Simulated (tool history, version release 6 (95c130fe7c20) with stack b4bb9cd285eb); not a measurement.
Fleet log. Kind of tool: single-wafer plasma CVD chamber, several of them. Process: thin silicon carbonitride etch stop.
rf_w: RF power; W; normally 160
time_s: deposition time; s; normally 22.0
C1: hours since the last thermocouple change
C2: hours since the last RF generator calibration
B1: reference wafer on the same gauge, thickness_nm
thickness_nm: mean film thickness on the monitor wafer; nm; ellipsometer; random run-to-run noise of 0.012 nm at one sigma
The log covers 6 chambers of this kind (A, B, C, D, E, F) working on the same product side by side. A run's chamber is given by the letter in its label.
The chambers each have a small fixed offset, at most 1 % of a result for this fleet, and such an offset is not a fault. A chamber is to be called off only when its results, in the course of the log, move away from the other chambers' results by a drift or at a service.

{"run": "1A", "hour": 4.5, "rf_w": 160, "time_s": 22.0, "C1": 1122.5, "C2": 1171.0, "B1": 12.299, "thickness_nm": 11.743}
{"run": "2D", "hour": 10.4, "rf_w": 160, "time_s": 22.0, "C1": 1353.7, "C2": 1358.3, "B1": 12.297, "thickness_nm": 11.67}
{"run": "3E", "hour": 13.5, "rf_w": 160, "time_s": 22.0, "C1": 348.1, "C2": 825.4, "B1": 12.297, "thickness_nm": 11.748}
{"run": "4B", "hour": 17.7, "rf_w": 160, "time_s": 22.0, "C1": 1054.0, "C2": 78.9, "B1": 12.296, "thickness_nm": 11.692}
{"run": "5F", "hour": 23.4, "rf_w": 160, "time_s": 22.0, "C1": 1597.6, "C2": 1375.8, "B1": 12.293, "thickness_nm": 11.695}
{"run": "6C", "hour": 26.8, "rf_w": 160, "time_s": 22.0, "C1": 772.6, "C2": 368.6, "B1": 12.294, "thickness_nm": 11.841}
{"run": "7A", "hour": 30.8, "rf_w": 160, "time_s": 22.0, "C1": 1148.8, "C2": 1197.3, "B1": 12.292, "thickness_nm": 11.75}
{"run": "8B", "hour": 35.7, "rf_w": 160, "time_s": 22.0, "C1": 1072.0, "C2": 96.9, "B1": 12.292, "thickness_nm": 11.679}
{"run": "9C", "hour": 38.7, "rf_w": 180, "time_s": 18.9, "C1": 784.5, "C2": 380.5, "B1": 12.29, "thickness_nm": 10.525}
{"run": "10D", "hour": 44.6, "rf_w": 180, "time_s": 18.9, "C1": 1387.9, "C2": 1392.5, "B1": 12.288, "thickness_nm": 10.374}
{"run": "11F", "hour": 50.2, "rf_w": 180, "time_s": 18.9, "C1": 1624.4, "C2": 1402.6, "B1": 12.288, "thickness_nm": 10.397}
{"run": "12E", "hour": 54.2, "rf_w": 180, "time_s": 18.9, "C1": 388.8, "C2": 866.1, "B1": 12.284, "thickness_nm": 10.441}
{"run": "13C", "hour": 59.8, "rf_w": 180, "time_s": 18.9, "C1": 805.6, "C2": 401.6, "B1": 12.284, "thickness_nm": 10.535}
{"run": "14B", "hour": 64.1, "rf_w": 180, "time_s": 18.9, "C1": 1100.4, "C2": 125.3, "B1": 12.286, "thickness_nm": 10.422}
{"run": "15D", "hour": 67.9, "rf_w": 160, "time_s": 22.0, "C1": 1411.2, "C2": 1415.8, "B1": 12.283, "thickness_nm": 11.639}
{"run": "16F", "hour": 71.5, "rf_w": 175, "time_s": 25.0, "C1": 1645.7, "C2": 1423.9, "B1": 12.282, "thickness_nm": 13.642}
{"run": "17E", "hour": 77.1, "rf_w": 175, "time_s": 25.0, "C1": 411.7, "C2": 889.0, "B1": 12.281, "thickness_nm": 13.712}
{"run": "18A", "hour": 83.1, "rf_w": 175, "time_s": 25.0, "C1": 1201.1, "C2": 1249.6, "B1": 12.278, "thickness_nm": 13.706}
{"run": "19C", "hour": 87.6, "rf_w": 175, "time_s": 25.0, "C1": 833.4, "C2": 429.4, "B1": 12.274, "thickness_nm": 13.786}
{"run": "20F", "hour": 92.2, "rf_w": 175, "time_s": 25.0, "C1": 1666.4, "C2": 1444.6, "B1": 12.276, "thickness_nm": 13.637}
{"run": "21D", "hour": 96.8, "rf_w": 175, "time_s": 25.0, "C1": 1440.1, "C2": 1444.7, "B1": 12.275, "thickness_nm": 13.591}
{"run": "22E", "hour": 100.7, "rf_w": 180, "time_s": 22.0, "C1": 435.3, "C2": 912.6, "B1": 12.274, "thickness_nm": 12.141}
{"run": "23B", "hour": 106.4, "rf_w": 180, "time_s": 22.0, "C1": 1142.7, "C2": 167.6, "B1": 12.272, "thickness_nm": 12.104}
{"run": "24A", "hour": 112.3, "rf_w": 180, "time_s": 22.0, "C1": 1230.3, "C2": 1278.8, "B1": 12.273, "thickness_nm": 12.147}
{"run": "25E", "hour": 118.4, "rf_w": 180, "time_s": 22.0, "C1": 453.0, "C2": 930.3, "B1": 12.267, "thickness_nm": 12.129}
{"run": "26A", "hour": 123.3, "rf_w": 180, "time_s": 22.0, "C1": 1241.3, "C2": 1289.8, "B1": 12.268, "thickness_nm": 12.163}
{"run": "27F", "hour": 127.3, "rf_w": 180, "time_s": 22.0, "C1": 1701.5, "C2": 1479.7, "B1": 12.267, "thickness_nm": 12.091}
{"run": "28B", "hour": 133.4, "rf_w": 190, "time_s": 20.3, "C1": 1169.7, "C2": 194.6, "B1": 12.266, "thickness_nm": 11.35}
{"run": "29C", "hour": 137.3, "rf_w": 190, "time_s": 20.3, "C1": 883.1, "C2": 479.1, "B1": 12.268, "thickness_nm": 11.471}
{"run": "30D", "hour": 143.4, "rf_w": 190, "time_s": 20.3, "C1": 1486.7, "C2": 1491.3, "B1": 12.264, "thickness_nm": 11.31}
{"run": "31A", "hour": 147.4, "rf_w": 190, "time_s": 20.3, "C1": 1265.4, "C2": 1313.9, "B1": 12.262, "thickness_nm": 11.393}
{"run": "32B", "hour": 150.2, "rf_w": 190, "time_s": 20.3, "C1": 1186.5, "C2": 211.4, "B1": 12.259, "thickness_nm": 11.344}
{"run": "33D", "hour": 153.2, "rf_w": 190, "time_s": 20.3, "C1": 1496.5, "C2": 1501.1, "B1": 12.262, "thickness_nm": 11.3}
{"run": "34F", "hour": 157.7, "rf_w": 160, "time_s": 22.0, "C1": 1731.9, "C2": 1510.1, "B1": 12.258, "thickness_nm": 11.684}
{"run": "35E", "hour": 161.0, "rf_w": 160, "time_s": 22.0, "C1": 495.6, "C2": 972.9, "B1": 12.257, "thickness_nm": 11.709}
{"run": "36C", "hour": 163.8, "rf_w": 160, "time_s": 22.0, "C1": 909.6, "C2": 505.6, "B1": 12.259, "thickness_nm": 11.799}
{"hour": 166.2, "done": "chamber A: RF generator calibrated"}
{"run": "37E", "hour": 168.5, "rf_w": 160, "time_s": 22.0, "C1": 503.1, "C2": 980.4, "B1": 12.255, "thickness_nm": 11.692}
{"run": "38C", "hour": 173.6, "rf_w": 160, "time_s": 22.0, "C1": 919.4, "C2": 515.4, "B1": 12.254, "thickness_nm": 11.804}
{"run": "39A", "hour": 179.3, "rf_w": 160, "time_s": 22.0, "C1": 1297.3, "C2": 13.2, "B1": 12.249, "thickness_nm": 11.718}
{"run": "40D", "hour": 183.2, "rf_w": 180, "time_s": 22.0, "C1": 1526.5, "C2": 1531.1, "B1": 12.252, "thickness_nm": 12.049}
{"run": "41F", "hour": 188.3, "rf_w": 180, "time_s": 22.0, "C1": 1762.5, "C2": 1540.7, "B1": 12.252, "thickness_nm": 12.053}
{"run": "42B", "hour": 194.4, "rf_w": 180, "time_s": 22.0, "C1": 1230.7, "C2": 255.6, "B1": 12.25, "thickness_nm": 12.07}

One chamber off, gauge drift, or nothing amiss beyond the chambers' own small offsets? If it is a chamber, which one, and what is the likeliest cause?

Gauge drift. The chambers move together only on paper, and none stands off.
Most likely cause: gauge reads low (%) = 0.422.
